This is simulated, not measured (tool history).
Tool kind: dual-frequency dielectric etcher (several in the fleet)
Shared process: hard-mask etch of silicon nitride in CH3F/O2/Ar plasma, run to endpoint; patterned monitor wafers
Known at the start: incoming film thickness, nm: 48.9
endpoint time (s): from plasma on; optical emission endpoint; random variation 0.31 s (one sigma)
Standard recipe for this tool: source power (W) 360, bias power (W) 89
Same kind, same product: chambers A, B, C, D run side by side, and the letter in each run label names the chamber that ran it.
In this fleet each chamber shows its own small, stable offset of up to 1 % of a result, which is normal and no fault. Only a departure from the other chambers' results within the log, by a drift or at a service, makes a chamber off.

run 1A day=0.488 | source_power_(W)=360 bias_power_(W)=89 | endpoint_time_(s)=68.266
run 2D day=0.771 | source_power_(W)=360 bias_power_(W)=89 | endpoint_time_(s)=69.257
run 3C day=1.242 | source_power_(W)=360 bias_power_(W)=89 | endpoint_time_(s)=67.247
-- day=1.617 chamber C: wet clean of the chamber
run 4B day=1.829 | source_power_(W)=360 bias_power_(W)=89 | endpoint_time_(s)=68.604
run 5A day=2.254 | source_power_(W)=360 bias_power_(W)=89 | endpoint_time_(s)=67.588
-- day=2.529 chamber D: wet clean of the chamber
run 6D day=2.542 | source_power_(W)=360 bias_power_(W)=89 | endpoint_time_(s)=69.130
run 7C day=3.117 | source_power_(W)=360 bias_power_(W)=89 | endpoint_time_(s)=67.984
run 8B day=3.500 | source_power_(W)=360 bias_power_(W)=89 | endpoint_time_(s)=68.540
run 9B day=3.967 | source_power_(W)=360 bias_power_(W)=89 | endpoint_time_(s)=68.362
run 10A day=4.488 | source_power_(W)=360 bias_power_(W)=89 | endpoint_time_(s)=68.010
run 11D day=4.792 | source_power_(W)=360 bias_power_(W)=89 | endpoint_time_(s)=68.683
run 12C day=5.175 | source_power_(W)=360 bias_power_(W)=89 | endpoint_time_(s)=67.364
run 13D day=5.538 | source_power_(W)=360 bias_power_(W)=89 | endpoint_time_(s)=68.444
run 14C day=5.862 | source_power_(W)=360 bias_power_(W)=89 | endpoint_time_(s)=67.934
run 15A day=6.158 | source_power_(W)=330 bias_power_(W)=89 | endpoint_time_(s)=70.038
run 16B day=6.542 | source_power_(W)=330 bias_power_(W)=89 | endpoint_time_(s)=70.733
-- day=6.733 chamber A: wet clean of the chamber
run 17A day=7.129 | source_power_(W)=330 bias_power_(W)=89 | endpoint_time_(s)=68.008
run 18D day=7.396 | source_power_(W)=330 bias_power_(W)=89 | endpoint_time_(s)=71.216
run 19C day=7.858 | source_power_(W)=360 bias_power_(W)=89 | endpoint_time_(s)=67.794
run 20B day=8.238 | source_power_(W)=270 bias_power_(W)=106 | endpoint_time_(s)=71.561
run 21B day=8.754 | source_power_(W)=270 bias_power_(W)=106 | endpoint_time_(s)=72.067
run 22C day=9.233 | source_power_(W)=270 bias_power_(W)=106 | endpoint_time_(s)=71.364
run 23A day=9.688 | source_power_(W)=270 bias_power_(W)=106 | endpoint_time_(s)=68.913
run 24D day=10.192 | source_power_(W)=360 bias_power_(W)=89 | endpoint_time_(s)=69.273
run 25D day=10.667 | source_power_(W)=360 bias_power_(W)=81 | endpoint_time_(s)=71.839
run 26B day=11.154 | source_power_(W)=360 bias_power_(W)=81 | endpoint_time_(s)=70.843
run 27C day=11.608 | source_power_(W)=360 bias_power_(W)=81 | endpoint_time_(s)=69.969
run 28A day=11.900 | source_power_(W)=360 bias_power_(W)=81 | endpoint_time_(s)=67.567
run 29D day=12.162 | source_power_(W)=410 bias_power_(W)=75 | endpoint_time_(s)=70.360
run 30A day=12.467 | source_power_(W)=410 bias_power_(W)=75 | endpoint_time_(s)=66.873
run 31C day=12.954 | source_power_(W)=410 bias_power_(W)=75 | endpoint_time_(s)=68.835
run 32B day=13.346 | source_power_(W)=410 bias_power_(W)=75 | endpoint_time_(s)=68.945
run 33D day=13.729 | source_power_(W)=360 bias_power_(W)=89 | endpoint_time_(s)=69.117
run 34A day=14.062 | source_power_(W)=360 bias_power_(W)=89 | endpoint_time_(s)=65.512
run 35C day=14.421 | source_power_(W)=360 bias_power_(W)=89 | endpoint_time_(s)=67.619
-- day=14.817 chamber B: wet clean of the chamber
run 36B day=14.929 | source_power_(W)=440 bias_power_(W)=89 | endpoint_time_(s)=63.474
run 37C day=15.408 | source_power_(W)=440 bias_power_(W)=89 | endpoint_time_(s)=62.847
run 38A day=15.829 | source_power_(W)=440 bias_power_(W)=89 | endpoint_time_(s)=60.746
run 39B day=16.142 | source_power_(W)=440 bias_power_(W)=89 | endpoint_time_(s)=63.572
-- day=16.171 chamber D: wet clean of the chamber
run 40D day=16.700 | source_power_(W)=360 bias_power_(W)=89 | endpoint_time_(s)=68.934

Does one chamber stand apart from the rest, does the shared gauge drift, or is all well apart from small per-chamber offsets? Give the chamber and the most likely cause, where there is one.

After it was serviced, chamber A no longer matches the other chambers.
Most likely cause: etch rate over this chamber's usual, % = 3.56.

Below are 4 candidate recipes for chamber A's next run, each the usual settings with a change, their results shown as question marks. Which of them brings A's results back in line with what the other chambers give on the usual settings?
Counts as in line when no further than this from what the other chambers average on the usual settings: endpoint time (s) 1.100
run 41A-1 day=17.133 | source_power_(W)=400 bias_power_(W)=89 | endpoint_time_(s)=?
run 41A-2 day=17.133 | source_power_(W)=370 bias_power_(W)=90 | endpoint_time_(s)=?
run 41A-3 day=17.133 | source_power_(W)=360 bias_power_(W)=79 | endpoint_time_(s)=?
run 41A-4 day=17.133 | source_power_(W)=350 bias_power_(W)=88 | endpoint_time_(s)=?

Mean of the other chambers on the usual settings: endpoint time (s) 68.342
run=41A-1 endpoint_time_(s)=63.008
run=41A-2 endpoint_time_(s)=64.638
run=41A-3 endpoint_time_(s)=68.435
run=41A-4 endpoint_time_(s)=66.554
Change 41A-3 lands the chamber within the allowed miss of the other chambers.
